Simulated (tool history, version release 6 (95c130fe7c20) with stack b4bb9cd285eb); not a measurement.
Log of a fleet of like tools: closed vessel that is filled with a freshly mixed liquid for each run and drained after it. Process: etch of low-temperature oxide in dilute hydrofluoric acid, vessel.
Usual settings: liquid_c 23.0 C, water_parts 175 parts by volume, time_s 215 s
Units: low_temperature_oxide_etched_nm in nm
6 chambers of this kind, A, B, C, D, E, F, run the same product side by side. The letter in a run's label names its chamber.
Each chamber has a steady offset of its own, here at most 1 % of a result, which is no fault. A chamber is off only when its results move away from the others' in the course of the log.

run,hour,liquid_c,water_parts,time_s,hours since the thermometer was replaced,hours since the hydrofluoric acid flow meter was replaced,"read-back film thickness of the low-temperature oxide reference wafer, read on the same gauge (nm)",low_temperature_oxide_etched_nm
1C,4.8,23.0,175,215,701.4,372.5,69.977,17.363
2B,10.2,23.0,175,215,490.9,1230.3,70.032,17.541
3D,15.9,23.0,175,215,945.9,1173.3,69.986,17.474
4E,21.8,23.0,175,215,380.8,253.8,70.002,17.617
5F,29.4,23.0,175,215,1538.3,170.1,70.007,17.193
6A,33.7,23.0,175,215,464.9,388.5,69.999,17.555
7E,41.2,23.0,175,215,400.2,273.2,70.031,17.617
8B,47.1,23.0,175,215,527.8,1267.2,70.007,17.533
9A,54.7,23.0,175,215,485.9,409.5,70.001,17.359
10F,62.2,26.0,175,170,1571.1,202.9,69.979,15.363
11C,65.6,26.0,175,170,762.2,433.3,69.971,15.509
12D,70.0,26.0,175,170,1000.0,1227.4,70.015,15.375
13C,76.0,26.0,175,170,772.6,443.7,70.017,15.368
14E,79.7,26.0,175,170,438.7,311.7,70.000,15.505
15F,84.8,26.0,175,170,1593.7,225.5,69.985,15.395
16B,90.8,23.0,175,215,571.5,1310.9,70.010,17.490
17A,97.0,23.0,175,215,528.2,451.8,69.986,17.546
18D,104.4,23.0,175,215,1034.4,1261.8,70.008,17.398
19D,108.7,23.0,135,215,1038.7,1266.1,69.990,23.807
20B,115.8,23.0,135,215,596.5,1335.9,69.978,23.810
21A,122.0,23.0,135,215,553.2,476.8,70.008,23.469
22F,127.6,23.0,135,215,1636.5,268.3,69.981,23.523
23E,132.6,23.0,135,215,491.6,364.6,70.003,23.770
24C,139.4,23.0,135,215,836.0,507.1,70.006,23.398
# hour 142.1: chamber B: hydrofluoric acid flow meter replaced
25F,144.6,18.0,175,325,1653.5,285.3,70.039,21.584
26D,148.2,18.0,175,325,1078.2,1305.6,70.053,21.771
27E,155.0,18.0,175,325,514.0,387.0,69.976,21.791
28C,158.4,18.0,175,325,855.0,526.1,69.987,21.701
29A,164.6,18.0,175,325,595.8,519.4,70.026,21.725
30B,172.0,18.0,175,325,652.7,30.0,70.003,21.686
31E,177.5,23.0,175,215,536.5,409.5,69.959,17.632
32B,182.0,23.0,175,215,662.7,40.0,69.998,17.475
33C,187.6,23.0,235,215,884.2,555.3,69.998,12.263
34D,192.0,23.0,235,215,1122.0,1349.4,69.989,12.136
35A,199.4,23.0,235,215,630.6,554.2,69.971,12.268
36F,205.9,23.0,235,215,1714.8,346.6,70.013,12.139
# hour 208.6: chamber A: hydrofluoric acid flow meter replaced
37B,209.2,23.0,235,215,689.9,67.2,70.034,12.272
38A,212.8,23.0,235,215,644.0,4.2,69.974,12.338
39C,216.9,26.5,175,215,913.5,584.6,70.018,19.747
40E,220.8,26.5,175,215,579.8,452.8,70.020,19.968
41F,225.9,26.5,175,215,1734.8,366.6,69.998,19.857

What goes on in this fleet: one chamber off, a drifting gauge, or nothing beyond the chambers' own small offsets? Name the chamber and the cause, if any.

No chamber stands off beyond its own small offset, and the gauge holds steady.
